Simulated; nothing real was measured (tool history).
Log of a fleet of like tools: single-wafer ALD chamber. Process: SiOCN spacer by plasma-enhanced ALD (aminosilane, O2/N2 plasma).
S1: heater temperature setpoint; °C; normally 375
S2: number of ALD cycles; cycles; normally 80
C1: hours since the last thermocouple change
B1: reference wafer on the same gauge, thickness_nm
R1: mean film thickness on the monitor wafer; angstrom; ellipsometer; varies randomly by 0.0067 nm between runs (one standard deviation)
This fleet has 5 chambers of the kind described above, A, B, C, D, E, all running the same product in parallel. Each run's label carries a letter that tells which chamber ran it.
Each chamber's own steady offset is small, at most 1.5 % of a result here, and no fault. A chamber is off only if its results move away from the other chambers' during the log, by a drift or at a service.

{"run": "1B", "hour": 6.0, "S1": 375, "S2": 80, "C1": 367.3, "B1": 5.1294, "R1": 48.296}
{"run": "2A", "hour": 15.7, "S1": 375, "S2": 80, "C1": 137.6, "B1": 5.13, "R1": 49.047}
{"run": "3E", "hour": 23.2, "S1": 375, "S2": 80, "C1": 526.5, "B1": 5.1266, "R1": 47.963}
{"run": "4C", "hour": 27.7, "S1": 375, "S2": 80, "C1": 931.7, "B1": 5.1273, "R1": 47.757}
{"run": "5D", "hour": 35.6, "S1": 375, "S2": 80, "C1": 781.3, "B1": 5.1255, "R1": 48.508}
{"run": "6D", "hour": 43.4, "S1": 375, "S2": 80, "C1": 789.1, "B1": 5.1238, "R1": 48.525}
{"run": "7C", "hour": 50.7, "S1": 375, "S2": 80, "C1": 954.7, "B1": 5.125, "R1": 47.923}
{"run": "8B", "hour": 56.9, "S1": 375, "S2": 80, "C1": 418.2, "B1": 5.1252, "R1": 48.084}
{"run": "9A", "hour": 67.1, "S1": 375, "S2": 80, "C1": 189.0, "B1": 5.1222, "R1": 48.905}
{"run": "10E", "hour": 71.6, "S1": 375, "S2": 80, "C1": 574.9, "B1": 5.1215, "R1": 48.031}
{"run": "11C", "hour": 78.4, "S1": 380, "S2": 80, "C1": 982.4, "B1": 5.12, "R1": 47.963}
{"run": "12E", "hour": 83.4, "S1": 380, "S2": 80, "C1": 586.7, "B1": 5.122, "R1": 47.905}
{"run": "13B", "hour": 88.4, "S1": 380, "S2": 80, "C1": 449.7, "B1": 5.1208, "R1": 48.113}
{"run": "14D", "hour": 93.7, "S1": 380, "S2": 80, "C1": 839.4, "B1": 5.1185, "R1": 48.465}
{"run": "15A", "hour": 102.6, "S1": 380, "S2": 80, "C1": 224.5, "B1": 5.1194, "R1": 48.881}
{"run": "16A", "hour": 110.3, "S1": 375, "S2": 80, "C1": 232.2, "B1": 5.1189, "R1": 48.886}
{"run": "17D", "hour": 119.5, "S1": 375, "S2": 80, "C1": 865.2, "B1": 5.1163, "R1": 48.434}
{"run": "18E", "hour": 127.4, "S1": 375, "S2": 80, "C1": 630.7, "B1": 5.1127, "R1": 47.989}
{"run": "19B", "hour": 134.6, "S1": 375, "S2": 80, "C1": 495.9, "B1": 5.1145, "R1": 48.144}
{"run": "20C", "hour": 140.2, "S1": 375, "S2": 80, "C1": 1044.2, "B1": 5.1138, "R1": 47.82}
{"run": "21D", "hour": 145.6, "S1": 375, "S2": 80, "C1": 891.3, "B1": 5.1127, "R1": 48.425}
{"run": "22C", "hour": 150.8, "S1": 375, "S2": 80, "C1": 1054.8, "B1": 5.112, "R1": 47.633}
{"run": "23E", "hour": 159.9, "S1": 375, "S2": 80, "C1": 663.2, "B1": 5.111, "R1": 47.898}
{"run": "24B", "hour": 165.5, "S1": 375, "S2": 80, "C1": 526.8, "B1": 5.1105, "R1": 48.223}
{"run": "25A", "hour": 173.5, "S1": 375, "S2": 80, "C1": 295.4, "B1": 5.1105, "R1": 48.797}
{"run": "26D", "hour": 182.1, "S1": 375, "S2": 80, "C1": 927.8, "B1": 5.1105, "R1": 48.432}
{"run": "27E", "hour": 188.4, "S1": 375, "S2": 80, "C1": 691.7, "B1": 5.1077, "R1": 47.834}
{"run": "28B", "hour": 193.8, "S1": 375, "S2": 80, "C1": 555.1, "B1": 5.1069, "R1": 48.169}
{"run": "29C", "hour": 198.7, "S1": 375, "S2": 80, "C1": 1102.7, "B1": 5.1094, "R1": 47.671}
{"run": "30A", "hour": 204.5, "S1": 375, "S2": 80, "C1": 326.4, "B1": 5.1063, "R1": 48.668}
{"run": "31A", "hour": 212.1, "S1": 375, "S2": 80, "C1": 334.0, "B1": 5.1052, "R1": 48.641}
{"run": "32C", "hour": 219.1, "S1": 375, "S2": 80, "C1": 1123.1, "B1": 5.1055, "R1": 47.666}
{"run": "33B", "hour": 228.3, "S1": 362, "S2": 80, "C1": 589.6, "B1": 5.1049, "R1": 48.125}
{"run": "34D", "hour": 232.9, "S1": 362, "S2": 80, "C1": 978.6, "B1": 5.1035, "R1": 48.259}
{"run": "35E", "hour": 241.0, "S1": 362, "S2": 80, "C1": 744.3, "B1": 5.1014, "R1": 47.848}
{"run": "36B", "hour": 248.6, "S1": 362, "S2": 80, "C1": 609.9, "B1": 5.1029, "R1": 47.953}
{"run": "37A", "hour": 254.1, "S1": 362, "S2": 80, "C1": 376.0, "B1": 5.1004, "R1": 48.709}

Each of the 5 chambers runs these same settings next. Fill in every chamber's results:
{"run": "38A", "hour": 261.5, "S1": 375, "S2": 67, "R1": "?"}
{"run": "38B", "hour": 261.5, "S1": 375, "S2": 67, "R1": "?"}
{"run": "38C", "hour": 261.5, "S1": 375, "S2": 67, "R1": "?"}
{"run": "38D", "hour": 261.5, "S1": 375, "S2": 67, "R1": "?"}
{"run": "38E", "hour": 261.5, "S1": 375, "S2": 67, "R1": "?"}

run=38A R1=40.797
run=38B R1=40.286
run=38C R1=39.840
run=38D R1=40.531
run=38E R1=39.898

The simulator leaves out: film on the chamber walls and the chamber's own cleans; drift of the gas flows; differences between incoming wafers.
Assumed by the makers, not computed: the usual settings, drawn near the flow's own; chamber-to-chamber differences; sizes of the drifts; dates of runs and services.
